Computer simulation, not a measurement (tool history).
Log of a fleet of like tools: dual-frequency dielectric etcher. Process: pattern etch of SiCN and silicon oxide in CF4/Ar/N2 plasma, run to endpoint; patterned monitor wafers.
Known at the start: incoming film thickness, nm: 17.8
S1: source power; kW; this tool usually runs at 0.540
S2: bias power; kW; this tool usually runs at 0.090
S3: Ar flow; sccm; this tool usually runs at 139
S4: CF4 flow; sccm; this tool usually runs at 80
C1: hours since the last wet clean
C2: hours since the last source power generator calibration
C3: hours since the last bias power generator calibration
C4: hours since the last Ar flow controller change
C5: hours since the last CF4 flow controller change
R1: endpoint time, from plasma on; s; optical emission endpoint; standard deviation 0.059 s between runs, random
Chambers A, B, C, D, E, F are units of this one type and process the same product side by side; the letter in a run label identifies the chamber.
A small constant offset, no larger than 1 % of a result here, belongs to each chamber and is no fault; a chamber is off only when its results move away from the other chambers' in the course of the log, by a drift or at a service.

run   hour     S1     S2   S3  S4     C1      C2      C3      C4     C5      R1
 1F    3.8  0.540  0.090  139  80  454.8  2014.6   905.3  1423.6  494.4  16.864
 2E    8.2  0.540  0.090  139  80  265.7  2282.7  1305.5  2708.9  626.3  16.986
 3B   13.0  0.540  0.090  139  80  282.5  3074.8  1302.4   743.3   59.3  16.800
 4C   16.5  0.540  0.090  139  80  112.3  1984.2  1834.7  1171.4  265.3  16.817
 5D   18.6  0.540  0.090  139  80   50.9  1717.4  3633.5  3889.3  173.7  17.013
 6A   23.4  0.540  0.090  139  80   82.8   701.2  1574.2   320.4  698.8  16.894
 7B   27.2  0.540  0.090  139  80  296.7  3089.0  1316.6   757.5   73.5  16.739
 8F   29.3  0.540  0.090  139  80  480.3  2040.1   930.8  1449.1  519.9  16.733
 9A   32.3  0.540  0.090  139  80   91.7   710.1  1583.1   329.3  707.7  16.661
      34.5  -- chamber D: bias power generator calibrated
10E   35.1  0.540  0.090  139  80  292.6  2309.6  1332.4  2735.8  653.2  17.024
11D   37.5  0.540  0.090  139  80   69.8  1736.3     3.1  3908.2  192.6  16.775
12C   41.8  0.540  0.090  139  80  137.6  2009.5  1860.0  1196.7  290.6  16.659
13C   44.8  0.540  0.090  139  80  140.6  2012.5  1863.0  1199.7  293.6  16.760
14F   47.4  0.540  0.090  139  80  498.4  2058.2   948.9  1467.2  538.0  16.852
15A   51.1  0.540  0.090  139  80  110.5   728.9  1601.9   348.1  726.5  16.752
16B   54.0  0.540  0.090  139  80  323.5  3115.8  1343.4   784.3  100.3  16.814
17D   58.9  0.540  0.090  120  62   91.2  1757.7    24.5  3929.6  214.0  17.165
18E   61.9  0.540  0.090  120  62  319.4  2336.4  1359.2  2762.6  680.0  17.181
19F   65.5  0.540  0.090  120  62  516.5  2076.3   967.0  1485.3  556.1  17.125
20A   67.6  0.540  0.090  120  62  127.0   745.4  1618.4   364.6  743.0  17.149
21D   71.3  0.540  0.090  120  62  103.6  1770.1    36.9  3942.0  226.4  17.093
22C   74.1  0.540  0.090  120  62  169.9  2041.8  1892.3  1229.0  322.9  17.034
23B   77.9  0.540  0.090  139  80  347.4  3139.7  1367.3   808.2  124.2  16.877
24E   82.8  0.540  0.090  139  80  340.3  2357.3  1380.1  2783.5  700.9  17.036
      83.3  -- chamber F: wet clean of the chamber
25A   86.6  0.540  0.090  139  80  146.0   764.4  1637.4   383.6  762.0  17.095
26B   89.0  0.540  0.090  139  80  358.5  3150.8  1378.4   819.3  135.3  16.811
27C   92.8  0.540  0.090  139  80  188.6  2060.5  1911.0  1247.7  341.6  16.582
28F   95.3  0.540  0.090  155  95   12.0  2106.1   996.8  1515.1  585.9  16.699
29E   98.3  0.540  0.090  155  95  355.8  2372.8  1395.6  2799.0  716.4  16.734
30D  100.8  0.540  0.090  155  95  133.1  1799.6    66.4  3971.5  255.9  16.642
31E  103.9  0.540  0.090  155  95  361.4  2378.4  1401.2  2804.6  722.0  16.794
32B  108.7  0.540  0.090  155  95  378.2  3170.5  1398.1   839.0  155.0  16.687
33C  111.5  0.540  0.090  155  95  207.3  2079.2  1929.7  1266.4  360.3  16.501
34F  114.9  0.540  0.090  139  80   31.6  2125.7  1016.4  1534.7  605.5  16.860
35D  117.5  0.540  0.090  139  80  149.8  1816.3    83.1  3988.2  272.6  16.900
36A  121.3  0.540  0.090  139  80  180.7   799.1  1672.1   418.3  796.7  17.159
37E  123.8  0.540  0.090  139  80  381.3  2398.3  1421.1  2824.5  741.9  16.947
38F  128.4  0.540  0.090  139  80   45.1  2139.2  1029.9  1548.2  619.0  16.903
39A  130.9  0.540  0.090  139  80  190.3   808.7  1681.7   427.9  806.3  17.086
40C  135.7  0.540  0.090  139  80  231.5  2103.4  1953.9  1290.6  384.5  16.666
41D  140.0  0.540  0.090  139  80  172.3  1838.8   105.6  4010.7  295.1  16.871
42B  143.1  0.490  0.090  139  64  412.6  3204.9  1432.5   873.4  189.4  18.897
43A  147.5  0.490  0.090  139  64  206.9   825.3  1698.3   444.5  822.9  19.407
44D  150.3  0.490  0.090  139  64  182.6  1849.1   115.9  4021.0  305.4  19.171

Predict what each chamber gives when all 6 of them run the settings below next.
45A  153.8  0.540  0.090  139  80                       ?
45B  153.8  0.540  0.090  139  80                       ?
45C  153.8  0.540  0.090  139  80                       ?
45D  153.8  0.540  0.090  139  80                       ?
45E  153.8  0.540  0.090  139  80                       ?
45F  153.8  0.540  0.090  139  80                       ?

run      R1
45A  17.193
45B  16.832
45C  16.636
45D  16.830
45E  16.949
45F  16.781
